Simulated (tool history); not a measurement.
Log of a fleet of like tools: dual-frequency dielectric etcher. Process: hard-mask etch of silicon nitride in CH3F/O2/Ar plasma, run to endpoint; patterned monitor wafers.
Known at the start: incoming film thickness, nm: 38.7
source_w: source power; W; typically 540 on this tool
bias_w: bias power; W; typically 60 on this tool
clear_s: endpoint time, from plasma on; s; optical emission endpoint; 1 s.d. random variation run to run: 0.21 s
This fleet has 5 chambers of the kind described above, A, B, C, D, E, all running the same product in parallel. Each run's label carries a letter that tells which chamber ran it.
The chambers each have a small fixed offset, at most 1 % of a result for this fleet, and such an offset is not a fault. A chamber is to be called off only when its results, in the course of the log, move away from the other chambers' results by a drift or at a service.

run    day  source_w  bias_w  hours since the last wet clean  hours since the last source power generator calibration  hours since the last bias power generator calibration  clear_s
 1C  0.158       540      60                            44.6                                                   2100.9                                                 2618.1   52.792
 2A  0.288       540      60                           137.8                                                   1456.4                                                 2524.9   52.597
 3E  0.483       540      60                           245.4                                                    787.4                                                 2167.1   52.472
 4D  0.646       540      60                           179.0                                                    112.4                                                  675.6   53.004
 5B  0.800       540      60                           254.9                                                   3244.3                                                 1257.3   53.443
 6B  0.925       540      60                           257.9                                                   3247.3                                                 1260.3   53.446
 7A  1.083       540      60                           156.9                                                   1475.5                                                 2544.0   52.501
 8E  1.196       540      60                           262.5                                                    804.5                                                 2184.2   52.491
 9C  1.433       540      60                            75.2                                                   2131.5                                                 2648.7   52.957
10D  1.608       540      60                           202.1                                                    135.5                                                  698.7   52.658
11B  1.833       540      60                           279.7                                                   3269.1                                                 1282.1   53.190
12D  1.983       540      66                           211.1                                                    144.5                                                  707.7   51.593
13C  2.125       540      66                            91.8                                                   2148.1                                                 2665.3   51.381
14E  2.321       540      66                           289.5                                                    831.5                                                 2211.2   50.442
15A  2.525       540      66                           191.5                                                   1510.1                                                 2578.6   50.342
16C  2.667       540      66                           104.8                                                   2161.1                                                 2678.3   51.047
17D  2.892       540      60                           232.9                                                    166.3                                                  729.5   52.535
18E  3.079       540      60                           307.7                                                    849.7                                                 2229.4   52.666
19A  3.246       460      60                           208.8                                                   1527.4                                                 2595.9   55.329
20B  3.367       460      60                           316.5                                                   3305.9                                                 1318.9   56.589
21B  3.604       460      60                           322.2                                                   3311.6                                                 1324.6   56.507
22C  3.725       460      60                           130.2                                                   2186.5                                                 2703.7   56.187
23D  3.888       460      60                           256.8                                                    190.2                                                  753.4   56.150
24A  4.117       540      60                           229.7                                                   1548.3                                                 2616.8   52.202
25E  4.338       540      60                           337.9                                                    879.9                                                 2259.6   52.364
26B  4.529       540      60                           344.4                                                   3333.8                                                 1346.8   52.959
27A  4.725       540      60                           244.3                                                   1562.9                                                 2631.4   51.513
28E  4.879       540      74                           350.9                                                    892.9                                                 2272.6   48.762
29D  5.017       540      74                           283.9                                                    217.3                                                  780.5   49.676
30C  5.183       540      74                           165.2                                                   2221.5                                                 2738.7   49.199
31A  5.367       540      74                           259.7                                                   1578.3                                                 2646.8   47.769
32D  5.479       540      74                           295.0                                                    228.4                                                  791.6   49.427
33C  5.638       540      60                           176.1                                                   2232.4                                                 2749.6   52.914
34E  5.742       540      60                           371.6                                                    913.6                                                 2293.3   52.623
35B  5.954       540      60                           378.6                                                   3368.0                                                 1381.0   53.075
36C  6.167       540      60                           188.8                                                   2245.1                                                 2762.3   52.659
37D  6.346       470      46                           315.8                                                    249.2                                                  812.4   60.895
38A  6.508       470      46                           287.1                                                   1605.7                                                 2674.2   58.977
39E  6.633       470      46                           393.0                                                    935.0                                                 2314.7   60.466

Has any chamber moved away from the others, gradually or after a service, or does the common gauge drift, or do the chambers differ only by their own small steady offsets? State the chamber and the most likely cause if one applies.

It is chamber A that slowly wanders off from its peers.
What lies behind it: etch rate over this chamber's usual, % = 3.24.

Which of the 4 candidates below, each the usual settings with something changed and its results left as question marks, puts chamber A back in line with what the other chambers give on the usual settings?
In-line tolerance around the mean of the other chambers on the usual settings: clear_s 0.730 s
40A-1  6.804       510      58                                                                                                                                                        ?
40A-2  6.804       570      62                                                                                                                                                        ?
40A-3  6.804       490      56                                                                                                                                                        ?
40A-4  6.804       540      71                                                                                                                                                        ?

Other chambers, usual settings, mean: clear_s 52.851 s
  run  clear_s
40A-1   52.770
40A-2   49.454
40A-3   54.210
40A-4   48.272
40A-1 puts the chamber back in line with the other chambers.

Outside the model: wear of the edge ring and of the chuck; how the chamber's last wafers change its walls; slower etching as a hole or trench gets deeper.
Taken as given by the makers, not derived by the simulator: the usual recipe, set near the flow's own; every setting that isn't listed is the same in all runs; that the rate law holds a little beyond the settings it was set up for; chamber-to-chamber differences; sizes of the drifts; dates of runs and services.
